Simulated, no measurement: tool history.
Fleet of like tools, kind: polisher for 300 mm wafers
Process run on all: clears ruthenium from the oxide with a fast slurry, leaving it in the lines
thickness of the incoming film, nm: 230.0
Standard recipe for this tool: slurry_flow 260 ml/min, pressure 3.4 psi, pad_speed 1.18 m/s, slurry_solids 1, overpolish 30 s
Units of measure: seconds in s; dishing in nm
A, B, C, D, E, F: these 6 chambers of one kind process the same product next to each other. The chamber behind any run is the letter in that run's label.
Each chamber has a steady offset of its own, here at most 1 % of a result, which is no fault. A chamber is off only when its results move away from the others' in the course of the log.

Run 1A, hour 4.3: usual settings. Result: seconds 40.932 s, dishing 110.37 nm.
Run 2C, hour 8.1: usual settings. Result: seconds 41.04 s, dishing 111.34 nm.
Run 3D, hour 14.8: usual settings. Result: seconds 41.386 s, dishing 109.05 nm.
Run 4F, hour 21.7: usual settings. Result: seconds 40.679 s, dishing 108.22 nm.
Run 5B, hour 28.4: usual settings. Result: seconds 41.136 s, dishing 112.22 nm.
Run 6E, hour 35.7: usual settings. Result: seconds 39.83 s, dishing 110.1 nm.
Run 7D, hour 41.9: usual settings but overpolish 40 s. Result: seconds 41.66 s, dishing 126.55 nm.
Run 8F, hour 48.6: usual settings but overpolish 40 s. Result: seconds 40.145 s, dishing 131.07 nm.
At hour 51.8: chamber A: head pressure recalibrated.
Run 9E, hour 53: usual settings but overpolish 40 s. Result: seconds 40.698 s, dishing 134.95 nm.
At hour 53.7: chamber E: slurry blender recalibrated.
At hour 54.8: chamber C: slurry nozzle cleaned.
At hour 54.8: chamber F: worn pad replaced by a new one.
At hour 54.9: chamber C: slurry blender recalibrated.
Run 10A, hour 59.3: usual settings but overpolish 40 s. Result: seconds 41.452 s, dishing 130.54 nm.
Run 11B, hour 66: usual settings but overpolish 40 s. Result: seconds 41.594 s, dishing 128.74 nm.
Run 12C, hour 69.9: usual settings but overpolish 40 s. Result: seconds 40.898 s, dishing 133.99 nm.
Run 13D, hour 73.8: usual settings. Result: seconds 41.196 s, dishing 111.07 nm.
At hour 78.6: chamber A: worn pad replaced by a new one.
Run 14B, hour 78.6: usual settings. Result: seconds 41.774 s, dishing 108.83 nm.
Run 15F, hour 82.6: usual settings but slurry_solids 0.85. Result: seconds 43.675 s, dishing 106.59 nm.
Run 16C, hour 87.4: usual settings but slurry_solids 0.85. Result: seconds 44.856 s, dishing 103.68 nm.
Run 17E, hour 91.4: usual settings but slurry_solids 0.85. Result: seconds 43.933 s, dishing 100.82 nm.
Run 18A, hour 97.2: usual settings but slurry_solids 0.85. Result: seconds 43.878 s, dishing 104.35 nm.
At hour 98.7: chamber D: worn pad replaced by a new one.
At hour 100.9: chamber B: worn pad replaced by a new one.
At hour 101.2: chamber E: worn pad replaced by a new one.
Run 19D, hour 104.5: usual settings but slurry_solids 0.85. Result: seconds 43.962 s, dishing 104.78 nm.
At hour 105.5: chamber D: slurry nozzle cleaned.
Run 20B, hour 109.4: usual settings but slurry_solids 0.85. Result: seconds 47.027 s, dishing 102.76 nm.
Run 21F, hour 115.4: usual settings. Result: seconds 40.648 s, dishing 108.85 nm.
At hour 116.9: chamber C: worn pad replaced by a new one.
At hour 120.3: chamber C: head pressure recalibrated.
Run 22E, hour 120.6: usual settings. Result: seconds 39.93 s, dishing 111.08 nm.
Run 23C, hour 124.6: usual settings. Result: seconds 40.454 s, dishing 111.5 nm.
Run 24A, hour 130.5: usual settings. Result: seconds 39.722 s, dishing 109.89 nm.
Run 25D, hour 135: usual settings but pad_speed 0.86 m/s, overpolish 47 s. Result: seconds 56.813 s, dishing 117.22 nm.
Run 26E, hour 139.8: usual settings but pad_speed 0.86 m/s, overpolish 47 s. Result: seconds 55.866 s, dishing 120.07 nm.
Run 27C, hour 143.7: usual settings but pad_speed 0.86 m/s, overpolish 47 s. Result: seconds 55.335 s, dishing 121.68 nm.
At hour 148.3: chamber D: slurry blender recalibrated.
Run 28B, hour 149.8: usual settings but pad_speed 0.86 m/s, overpolish 47 s. Result: seconds 60.722 s, dishing 114.34 nm.
At hour 150.1: chamber F: worn pad replaced by a new one.
Run 29A, hour 154.1: usual settings but pad_speed 0.86 m/s, overpolish 47 s. Result: seconds 56.474 s, dishing 117.49 nm.
Run 30F, hour 157.3: usual settings but pad_speed 0.86 m/s, overpolish 47 s. Result: seconds 55.646 s, dishing 120.3 nm.
At hour 161.2: chamber A: slurry blender recalibrated.
Run 31D, hour 164.4: usual settings. Result: seconds 40.618 s, dishing 109.42 nm.
Run 32F, hour 169: usual settings. Result: seconds 40.258 s, dishing 107.76 nm.
At hour 171.4: chamber A: worn pad replaced by a new one.
Run 33E, hour 173.2: usual settings. Result: seconds 40.554 s, dishing 109.37 nm.
Run 34C, hour 177.8: usual settings. Result: seconds 40.768 s, dishing 109.91 nm.
Run 35B, hour 183.5: usual settings. Result: seconds 45.41 s, dishing 104.62 nm.
Run 36A, hour 190.4: usual settings. Result: seconds 41.113 s, dishing 109.58 nm.
Run 37E, hour 195.2: usual settings. Result: seconds 40.693 s, dishing 107.25 nm.
Run 38B, hour 201.7: usual settings. Result: seconds 45.275 s, dishing 101.3 nm.
Run 39C, hour 208.5: usual settings but slurry_flow 335 ml/min. Result: seconds 39.541 s, dishing 113.14 nm.
Run 40D, hour 213.2: usual settings but slurry_flow 335 ml/min. Result: seconds 40.575 s, dishing 115.23 nm.
Run 41A, hour 218.5: usual settings but slurry_flow 335 ml/min. Result: seconds 39.616 s, dishing 115.7 nm.
At hour 219.1: chamber F: slurry blender recalibrated.
Run 42F, hour 225.3: usual settings but slurry_flow 335 ml/min. Result: seconds 39.399 s, dishing 111.06 nm.

Each of the 6 chambers runs these same settings next. Fill in every chamber's results:
Run 43A, hour 230.7: usual settings but slurry_flow 170 ml/min. Result: seconds ?, dishing ?.
Run 43B, hour 230.7: usual settings but slurry_flow 170 ml/min. Result: seconds ?, dishing ?.
Run 43C, hour 230.7: usual settings but slurry_flow 170 ml/min. Result: seconds ?, dishing ?.
Run 43D, hour 230.7: usual settings but slurry_flow 170 ml/min. Result: seconds ?, dishing ?.
Run 43E, hour 230.7: usual settings but slurry_flow 170 ml/min. Result: seconds ?, dishing ?.
Run 43F, hour 230.7: usual settings but slurry_flow 170 ml/min. Result: seconds ?, dishing ?.

run  seconds  dishing
43A   42.807   107.19
43B   49.284    97.27
43C   42.981   105.07
43D   43.064   106.92
43E   42.492   103.46
43F    42.88   101.36
